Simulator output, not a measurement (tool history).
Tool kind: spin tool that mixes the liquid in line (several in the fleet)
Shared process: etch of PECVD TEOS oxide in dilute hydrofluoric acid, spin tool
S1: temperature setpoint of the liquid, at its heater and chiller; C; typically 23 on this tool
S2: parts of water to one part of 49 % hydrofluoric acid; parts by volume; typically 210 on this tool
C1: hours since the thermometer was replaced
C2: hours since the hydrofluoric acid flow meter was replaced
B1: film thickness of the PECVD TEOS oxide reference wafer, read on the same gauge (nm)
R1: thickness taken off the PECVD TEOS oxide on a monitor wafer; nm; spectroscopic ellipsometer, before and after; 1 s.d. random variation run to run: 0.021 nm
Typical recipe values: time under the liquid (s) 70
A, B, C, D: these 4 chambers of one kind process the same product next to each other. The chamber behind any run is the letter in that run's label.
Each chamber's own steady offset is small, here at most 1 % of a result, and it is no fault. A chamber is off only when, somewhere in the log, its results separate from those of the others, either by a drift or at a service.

{"run": "1B", "hour": 4.8, "S1": 23, "S2": 210, "time under the liquid (s)": 70, "C1": 1182.8, "C2": 247.2, "B1": 110.01, "R1": 4.0536}
{"run": "2D", "hour": 14.4, "S1": 23, "S2": 210, "time under the liquid (s)": 70, "C1": 110, "C2": 1452.5, "B1": 110.01, "R1": 4.0214}
{"run": "3A", "hour": 23.9, "S1": 23, "S2": 210, "time under the liquid (s)": 70, "C1": 2274.2, "C2": 266.5, "B1": 109.99, "R1": 4.0372}
{"run": "4C", "hour": 33.0, "S1": 23, "S2": 210, "time under the liquid (s)": 70, "C1": 1071.9, "C2": 475.6, "B1": 109.96, "R1": 3.9733}
{"run": "5B", "hour": 38.9, "S1": 23, "S2": 210, "time under the liquid (s)": 70, "C1": 1216.9, "C2": 281.3, "B1": 110.01, "R1": 4.0769}
{"run": "6D", "hour": 46.7, "S1": 23, "S2": 210, "time under the liquid (s)": 70, "C1": 142.3, "C2": 1484.8, "B1": 110.02, "R1": 3.9779}
{"run": "7A", "hour": 54.5, "S1": 18.5, "S2": 130, "time under the liquid (s)": 70, "C1": 2304.8, "C2": 297.1, "B1": 110.01, "R1": 5.9707}
{"run": "8C", "hour": 59.4, "S1": 18.5, "S2": 130, "time under the liquid (s)": 70, "C1": 1098.3, "C2": 502, "B1": 110, "R1": 5.8847}
{"run": "9B", "hour": 68.3, "S1": 18.5, "S2": 130, "time under the liquid (s)": 70, "C1": 1246.3, "C2": 310.7, "B1": 110.02, "R1": 6.0299}
{"run": "10D", "hour": 75.2, "S1": 18.5, "S2": 130, "time under the liquid (s)": 70, "C1": 170.8, "C2": 1513.3, "B1": 110, "R1": 5.7997}
{"run": "11C", "hour": 83.0, "S1": 23, "S2": 210, "time under the liquid (s)": 70, "C1": 1121.9, "C2": 525.6, "B1": 110.01, "R1": 3.9619}
{"run": "12A", "hour": 91.0, "S1": 23, "S2": 210, "time under the liquid (s)": 70, "C1": 2341.3, "C2": 333.6, "B1": 109.99, "R1": 4.0294}
{"run": "13C", "hour": 95.4, "S1": 23, "S2": 210, "time under the liquid (s)": 70, "C1": 1134.3, "C2": 538, "B1": 110, "R1": 4.0091}
{"run": "14A", "hour": 104.1, "S1": 23, "S2": 210, "time under the liquid (s)": 70, "C1": 2354.4, "C2": 346.7, "B1": 110.01, "R1": 4.0507}
{"run": "15D", "hour": 110.9, "S1": 23, "S2": 210, "time under the liquid (s)": 70, "C1": 206.5, "C2": 1549, "B1": 109.98, "R1": 3.9798}
{"run": "16B", "hour": 119.3, "S1": 23, "S2": 210, "time under the liquid (s)": 50, "C1": 1297.3, "C2": 361.7, "B1": 109.99, "R1": 2.9397}
{"run": "17D", "hour": 124.5, "S1": 23, "S2": 210, "time under the liquid (s)": 50, "C1": 220.1, "C2": 1562.6, "B1": 109.98, "R1": 2.8459}
{"run": "18C", "hour": 132.2, "S1": 23, "S2": 210, "time under the liquid (s)": 50, "C1": 1171.1, "C2": 574.8, "B1": 110, "R1": 2.868}
{"run": "19A", "hour": 140.7, "S1": 23, "S2": 210, "time under the liquid (s)": 50, "C1": 2391, "C2": 383.3, "B1": 109.98, "R1": 2.8703}
{"run": "20B", "hour": 147.9, "S1": 23, "S2": 145, "time under the liquid (s)": 70, "C1": 1325.9, "C2": 390.3, "B1": 110.02, "R1": 6.3636}
{"run": "21D", "hour": 153.3, "S1": 23, "S2": 145, "time under the liquid (s)": 70, "C1": 248.9, "C2": 1591.4, "B1": 109.98, "R1": 6.1373}
{"run": "22C", "hour": 161.5, "S1": 23, "S2": 145, "time under the liquid (s)": 70, "C1": 1200.4, "C2": 604.1, "B1": 109.99, "R1": 6.2182}
{"run": "23B", "hour": 170.3, "S1": 23, "S2": 145, "time under the liquid (s)": 70, "C1": 1348.3, "C2": 412.7, "B1": 110.01, "R1": 6.3748}
{"run": "24A", "hour": 177.0, "S1": 23, "S2": 210, "time under the liquid (s)": 70, "C1": 2427.3, "C2": 419.6, "B1": 110.03, "R1": 4.0465}
{"run": "25B", "hour": 183.2, "S1": 23, "S2": 210, "time under the liquid (s)": 70, "C1": 1361.2, "C2": 425.6, "B1": 110.04, "R1": 4.0616}
{"run": "26C", "hour": 189.4, "S1": 23, "S2": 210, "time under the liquid (s)": 45, "C1": 1228.3, "C2": 632, "B1": 110, "R1": 2.5634}
{"run": "27D", "hour": 194.8, "S1": 23, "S2": 210, "time under the liquid (s)": 45, "C1": 290.4, "C2": 1632.9, "B1": 110, "R1": 2.5772}
{"run": "28A", "hour": 200.1, "S1": 23, "S2": 210, "time under the liquid (s)": 45, "C1": 2450.4, "C2": 442.7, "B1": 110.02, "R1": 2.6035}
{"run": "29A", "hour": 206.6, "S1": 23, "S2": 210, "time under the liquid (s)": 45, "C1": 2456.9, "C2": 449.2, "B1": 110.01, "R1": 2.589}
{"run": "30B", "hour": 211.9, "S1": 23, "S2": 180, "time under the liquid (s)": 40, "C1": 1389.9, "C2": 454.3, "B1": 110.02, "R1": 2.8435}
{"run": "31D", "hour": 219.5, "S1": 23, "S2": 180, "time under the liquid (s)": 40, "C1": 315.1, "C2": 1657.6, "B1": 110, "R1": 2.7635}
{"run": "32C", "hour": 226.5, "S1": 23, "S2": 180, "time under the liquid (s)": 40, "C1": 1265.4, "C2": 669.1, "B1": 110.01, "R1": 2.7648}
{"run": "33A", "hour": 233.3, "S1": 23, "S2": 180, "time under the liquid (s)": 40, "C1": 2483.6, "C2": 475.9, "B1": 109.99, "R1": 2.7587}

The same settings go to every chamber for the next run, one line per chamber below. Forecast the results for each:
{"run": "34A", "hour": 240.3, "S1": 23, "S2": 210, "time under the liquid (s)": 70, "R1": "?"}
{"run": "34B", "hour": 240.3, "S1": 23, "S2": 210, "time under the liquid (s)": 70, "R1": "?"}
{"run": "34C", "hour": 240.3, "S1": 23, "S2": 210, "time under the liquid (s)": 70, "R1": "?"}
{"run": "34D", "hour": 240.3, "S1": 23, "S2": 210, "time under the liquid (s)": 70, "R1": "?"}

run=34A R1=4.0608
run=34B R1=4.087
run=34C R1=4.0207
run=34D R1=3.9727
